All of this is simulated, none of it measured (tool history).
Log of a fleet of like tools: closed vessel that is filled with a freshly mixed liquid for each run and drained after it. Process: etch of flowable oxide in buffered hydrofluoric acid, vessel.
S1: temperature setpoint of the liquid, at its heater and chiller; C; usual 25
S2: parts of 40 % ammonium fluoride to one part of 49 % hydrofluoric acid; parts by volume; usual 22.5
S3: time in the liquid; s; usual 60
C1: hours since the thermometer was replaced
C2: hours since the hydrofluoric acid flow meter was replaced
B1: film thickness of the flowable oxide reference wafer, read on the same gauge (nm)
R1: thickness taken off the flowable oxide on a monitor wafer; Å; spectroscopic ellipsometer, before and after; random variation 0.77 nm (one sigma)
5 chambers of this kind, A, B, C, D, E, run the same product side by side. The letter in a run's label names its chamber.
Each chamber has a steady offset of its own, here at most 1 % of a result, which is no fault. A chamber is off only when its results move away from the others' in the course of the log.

| run | hour | S1 | S2 | S3 | C1 | C2 | B1 | R1 |
|---|---|---|---|---|---|---|---|---|
| 1C | 13.6 | 25 | 22.5 | 60 | 551.7 | 1291.9 | 140.02 | 857.63 |
| 2A | 23.3 | 25 | 22.5 | 60 | 1584.5 | 2551.5 | 140.01 | 832.88 |
| 3D | 37 | 25 | 22.5 | 60 | 373 | 847.3 | 140.01 | 836.77 |
| 4E | 45.1 | 25 | 22.5 | 60 | 654.8 | 1601.4 | 140 | 831.67 |
| 5B | 54.9 | 25 | 22.5 | 60 | 958.7 | 1827 | 140 | 847.27 |
| 6B | 66.6 | 25 | 22.5 | 80 | 970.4 | 1838.7 | 140.01 | 1135.1 |
| 7C | 73.8 | 25 | 22.5 | 80 | 611.9 | 1352.1 | 139.99 | 1132.3 |
| 8A | 80.9 | 25 | 22.5 | 80 | 1642.1 | 2609.1 | 140 | 1123.6 |
|  | 82.7 | chamber C: hydrofluoric acid flow meter replaced |
| 9E | 92.4 | 25 | 22.5 | 80 | 702.1 | 1648.7 | 139.99 | 1129.3 |
| 10D | 100.3 | 25 | 22.5 | 80 | 436.3 | 910.6 | 140.01 | 1118.4 |
| 11B | 110.2 | 25 | 22.5 | 60 | 1014 | 1882.3 | 140 | 842.39 |
| 12A | 121.9 | 25 | 22.5 | 60 | 1683.1 | 2650.1 | 140.01 | 862.86 |
| 13D | 135.8 | 25 | 22.5 | 60 | 471.8 | 946.1 | 140.01 | 833.8 |
| 14C | 145.2 | 25 | 22.5 | 60 | 683.3 | 62.6 | 140 | 831.36 |
| 15E | 157.3 | 25 | 22.5 | 60 | 767 | 1713.6 | 139.98 | 846.57 |
| 16D | 168.8 | 25 | 22.5 | 60 | 504.8 | 979.1 | 140.01 | 843.6 |
|  | 177.8 | chamber E: hydrofluoric acid flow meter replaced |
| 17E | 181.4 | 25 | 22.5 | 60 | 791.1 | 3.6 | 139.99 | 846.38 |
| 18C | 192.9 | 26.5 | 22.5 | 60 | 731 | 110.3 | 139.99 | 920.11 |
| 19B | 200.2 | 26.5 | 22.5 | 60 | 1104 | 1972.3 | 139.99 | 937.26 |
| 20A | 207.9 | 26.5 | 22.5 | 60 | 1769.1 | 2736.1 | 140.03 | 918.52 |
|  | 211.2 | chamber A: thermometer replaced |
| 21B | 221.6 | 26.5 | 22.5 | 60 | 1125.4 | 1993.7 | 139.98 | 933.07 |
| 22E | 233.3 | 26.5 | 22.5 | 60 | 843 | 55.5 | 140.01 | 932.07 |
|  | 237.1 | chamber A: hydrofluoric acid flow meter replaced |
| 23C | 243.7 | 25 | 22.5 | 60 | 781.8 | 161.1 | 140.01 | 860.02 |
| 24D | 251.7 | 25 | 22.5 | 60 | 587.7 | 1062 | 139.99 | 841.92 |
| 25A | 264.6 | 25 | 22.5 | 60 | 53.5 | 27.5 | 140.01 | 849.24 |
| 26A | 273.8 | 25 | 22.5 | 60 | 62.7 | 36.7 | 140.02 | 848.51 |
| 27D | 289.1 | 25 | 22.5 | 60 | 625.1 | 1099.4 | 140 | 830.08 |
| 28B | 297.1 | 25 | 22.5 | 60 | 1200.9 | 2069.2 | 140.01 | 839.08 |
| 29E | 312.5 | 25 | 22.5 | 60 | 922.2 | 134.7 | 140.02 | 855.47 |
| 30C | 324.5 | 25 | 22.5 | 60 | 862.6 | 241.9 | 139.98 | 846.1 |
| 31A | 331.2 | 25 | 22.5 | 60 | 120.1 | 94.1 | 139.98 | 842.44 |
| 32D | 346.2 | 25 | 22.5 | 60 | 682.2 | 1156.5 | 139.99 | 837.61 |
| 33C | 360.9 | 25 | 22.5 | 60 | 899 | 278.3 | 140.01 | 859.13 |
| 34E | 370.2 | 25 | 22.5 | 60 | 979.9 | 192.4 | 140 | 837.89 |
| 35B | 379.4 | 25 | 22.5 | 60 | 1283.2 | 2151.5 | 139.98 | 845.21 |
| 36B | 394.1 | 25 | 22.5 | 60 | 1297.9 | 2166.2 | 139.99 | 847.01 |
| 37D | 402.3 | 25 | 22.5 | 60 | 738.3 | 1212.6 | 139.99 | 847.04 |
| 38C | 417.2 | 25 | 22.5 | 60 | 955.3 | 334.6 | 139.99 | 852.91 |
| 39E | 429.9 | 25 | 16.5 | 60 | 1039.6 | 252.1 | 139.99 | 1108.5 |

What goes on in this fleet: one chamber off, a drifting gauge, or nothing beyond the chambers' own small offsets? Name the chamber and the cause, if any.

No chamber stands off beyond its own small offset, and the gauge holds steady.
